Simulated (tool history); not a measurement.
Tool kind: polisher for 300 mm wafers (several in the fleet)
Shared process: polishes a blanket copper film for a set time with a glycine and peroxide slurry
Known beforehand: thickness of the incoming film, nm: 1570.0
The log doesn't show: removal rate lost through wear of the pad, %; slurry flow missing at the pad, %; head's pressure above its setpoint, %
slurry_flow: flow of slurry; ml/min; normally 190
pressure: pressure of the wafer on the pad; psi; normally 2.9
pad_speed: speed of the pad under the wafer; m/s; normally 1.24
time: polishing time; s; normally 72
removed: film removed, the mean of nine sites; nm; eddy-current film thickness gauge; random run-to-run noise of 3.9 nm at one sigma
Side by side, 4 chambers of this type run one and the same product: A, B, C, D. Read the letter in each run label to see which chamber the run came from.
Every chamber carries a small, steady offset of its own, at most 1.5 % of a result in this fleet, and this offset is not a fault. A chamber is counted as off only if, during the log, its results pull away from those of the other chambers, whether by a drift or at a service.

run	hour	slurry_flow	pressure	pad_speed	time	wafers polished on this pad	hours since the slurry nozzle was cleaned	hours since the head pressure was calibrated	removed
1A	5.1	190	2.9	1.24	72	139	537.4	940.1	479.54
2C	7.5	190	2.9	1.24	72	298	82	185.6	472.98
3B	12.6	190	2.9	1.24	72	1088	658.8	148.5	482.61
4D	16.7	190	2.9	1.24	72	676	248.2	89.9	462.31
5C	19.2	190	2.9	1.24	72	362	93.7	197.3	480.17
# hour 22.6: chamber B: worn pad replaced by a new one
# hour 24.6: chamber D: slurry nozzle cleaned
6B	24.6	190	2.9	1.24	72	11	670.8	160.5	484.76
7A	28.9	190	2.9	1.24	72	269	561.2	963.9	474.63
8D	31.8	190	2.9	1.24	72	759	7.2	105	471.11
9D	37	190	2.9	1.24	72	787	12.4	110.2	480.07
10A	42.5	190	2.9	1.24	72	343	574.8	977.5	475.13
11B	48.1	190	2.9	1.24	72	140	694.3	184	487.32
12C	52.8	190	2.9	1.24	72	546	127.3	230.9	477.44
13B	56.4	190	2.9	1.24	72	185	702.6	192.3	480.97
14C	58.9	190	2.9	1.24	72	580	133.4	237	479.73
15A	61.8	190	2.9	1.24	72	449	594.1	996.8	469.45
16D	66.2	190	2.9	1.24	72	947	41.6	139.4	471.16
17C	69.4	190	2.9	1.24	72	637	143.9	247.5	475.8
18A	72.3	190	2.9	0.98	64	507	604.6	1007.3	344.33
19B	77.4	190	2.9	0.98	64	300	723.6	213.3	355.72
20D	82.7	190	2.9	0.98	64	1037	58.1	155.9	340.67
21D	85.6	190	2.9	0.98	64	1053	61	158.8	333.57
22B	89.9	190	3.7	1.24	64	368	736.1	225.8	531.1
23C	94.5	190	3.7	1.24	64	775	169	272.6	524.84
24A	98.5	190	3.7	1.24	64	650	630.8	1033.5	517.98
25B	103.5	190	3.7	1.24	64	443	749.7	239.4	531.2
26A	106.5	190	2.9	1.24	72	694	638.8	1041.5	471.39
27C	111.2	190	2.9	1.24	72	866	185.7	289.3	479.84
28D	113.9	165	2.9	1.24	93	1208	89.3	187.1	551.04
29C	117	165	2.9	1.24	93	898	191.5	295.1	604.47
30D	122.2	165	2.9	1.24	93	1254	97.6	195.4	560.5
31B	127.2	165	2.9	1.24	93	573	773.4	263.1	603.44
32A	131.4	240	2.9	0.9	72	830	663.7	1066.4	370.8
33A	135.4	240	2.9	0.9	72	852	667.7	1070.4	369.89
34C	140	240	2.9	0.9	72	1024	214.5	318.1	379.67
35D	143.2	240	2.9	0.9	72	1369	118.6	216.4	341.88

Is one chamber off against the others, does the gauge drift, or is nothing wrong? If a chamber is off, say which, and what the likeliest cause is.

It is chamber D that slowly wanders off from its peers.
Most likely cause: removal rate lost through wear of the pad, % = 10.8.
The log may not tell that from: head's pressure below its setpoint, %.

Here are 4 candidates for chamber D's next run, each the usual settings with a change, their results left as question marks. Which one brings its results back in line with what the others give on the usual settings?
To be in line, a result may differ from the other chambers' mean on the usual settings by at most: removed 14 nm
36D-1	147.1	190	3	1.28	72				?
36D-2	147.1	190	2.8	1.18	68				?
36D-3	147.1	190	2.9	1.16	72				?
36D-4	147.1	190	3	1.3	76				?

Average result of the remaining chambers running the usual settings: removed 477.83 nm
run	removed
36D-1	446.53
36D-2	371
36D-3	398.87
36D-4	477.67
The right change is 36D-4: it brings the chamber back within the allowed miss of the others.

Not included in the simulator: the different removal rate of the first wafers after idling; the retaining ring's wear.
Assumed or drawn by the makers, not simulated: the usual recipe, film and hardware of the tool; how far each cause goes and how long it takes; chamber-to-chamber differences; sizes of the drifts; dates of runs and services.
